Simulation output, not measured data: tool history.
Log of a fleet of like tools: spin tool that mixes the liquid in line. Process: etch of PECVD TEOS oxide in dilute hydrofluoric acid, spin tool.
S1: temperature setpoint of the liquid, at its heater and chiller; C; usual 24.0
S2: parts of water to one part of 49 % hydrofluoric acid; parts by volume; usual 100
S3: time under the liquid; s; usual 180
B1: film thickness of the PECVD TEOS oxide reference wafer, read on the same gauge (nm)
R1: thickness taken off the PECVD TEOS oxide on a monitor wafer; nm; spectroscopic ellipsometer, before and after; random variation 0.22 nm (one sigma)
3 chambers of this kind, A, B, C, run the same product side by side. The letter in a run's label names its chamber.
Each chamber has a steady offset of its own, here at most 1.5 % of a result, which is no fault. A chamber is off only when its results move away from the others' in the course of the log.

run 1C hour=6.6 | S1=24.0 S2=100 S3=180 | B1=139.99 | R1=46.103
run 2A hour=15.8 | S1=24.0 S2=100 S3=180 | B1=140.00 | R1=46.520
run 3B hour=26.2 | S1=24.0 S2=100 S3=180 | B1=140.00 | R1=46.798
run 4C hour=34.7 | S1=24.0 S2=100 S3=180 | B1=140.00 | R1=46.341
run 5B hour=45.7 | S1=26.0 S2=100 S3=180 | B1=140.02 | R1=50.559
run 6A hour=55.1 | S1=26.0 S2=100 S3=180 | B1=139.99 | R1=50.218
run 7C hour=62.6 | S1=26.0 S2=100 S3=180 | B1=139.95 | R1=50.329
run 8B hour=75.1 | S1=24.0 S2=100 S3=180 | B1=139.95 | R1=46.695
run 9A hour=87.5 | S1=24.0 S2=100 S3=180 | B1=140.03 | R1=46.396
run 10A hour=95.9 | S1=24.0 S2=100 S3=180 | B1=139.99 | R1=46.574
run 11C hour=103.3 | S1=24.0 S2=145 S3=180 | B1=140.03 | R1=29.670
run 12B hour=116.4 | S1=24.0 S2=145 S3=180 | B1=140.05 | R1=30.633
run 13B hour=130.1 | S1=24.0 S2=145 S3=180 | B1=139.99 | R1=30.662
run 14C hour=141.4 | S1=24.0 S2=100 S3=180 | B1=139.98 | R1=44.756
run 15A hour=154.5 | S1=24.0 S2=100 S3=180 | B1=140.02 | R1=46.619
-- hour=163.1 chamber C: hydrofluoric acid flow meter replaced
run 16C hour=167.0 | S1=24.0 S2=100 S3=180 | B1=140.02 | R1=44.853
run 17B hour=179.9 | S1=24.0 S2=100 S3=180 | B1=139.96 | R1=46.815
run 18A hour=187.6 | S1=24.0 S2=100 S3=180 | B1=140.02 | R1=45.893
run 19A hour=199.6 | S1=24.0 S2=100 S3=180 | B1=140.01 | R1=46.591
run 20C hour=209.2 | S1=24.0 S2=100 S3=180 | B1=140.02 | R1=43.736

Is one chamber off against the others, does the gauge drift, or is nothing wrong? If a chamber is off, say which, and what the likeliest cause is.

Chamber C drifts away from the others.
Cause: liquid colder than its thermometer reads (K) = 1.4.

Here are 4 candidates for chamber C's next run, each the usual settings with a change, their results left as question marks. Which one brings its results back in line with what the others give on the usual settings?
In line means no further than this from the other chambers' mean on the usual settings: R1 0.780 nm
run 21C-1 hour=219.0 | S1=21.5 S2=100 S3=180 | R1=?
run 21C-2 hour=219.0 | S1=26.5 S2=100 S3=180 | R1=?
run 21C-3 hour=219.0 | S1=24.0 S2=100 S3=170 | R1=?
run 21C-4 hour=219.0 | S1=24.0 S2=95 S3=180 | R1=?

The other chambers' mean on the usual settings: R1 46.556 nm
run=21C-1 R1=39.575
run=21C-2 R1=48.503
run=21C-3 R1=41.434
run=21C-4 R1=46.500
21C-4 brings the chamber back in line.

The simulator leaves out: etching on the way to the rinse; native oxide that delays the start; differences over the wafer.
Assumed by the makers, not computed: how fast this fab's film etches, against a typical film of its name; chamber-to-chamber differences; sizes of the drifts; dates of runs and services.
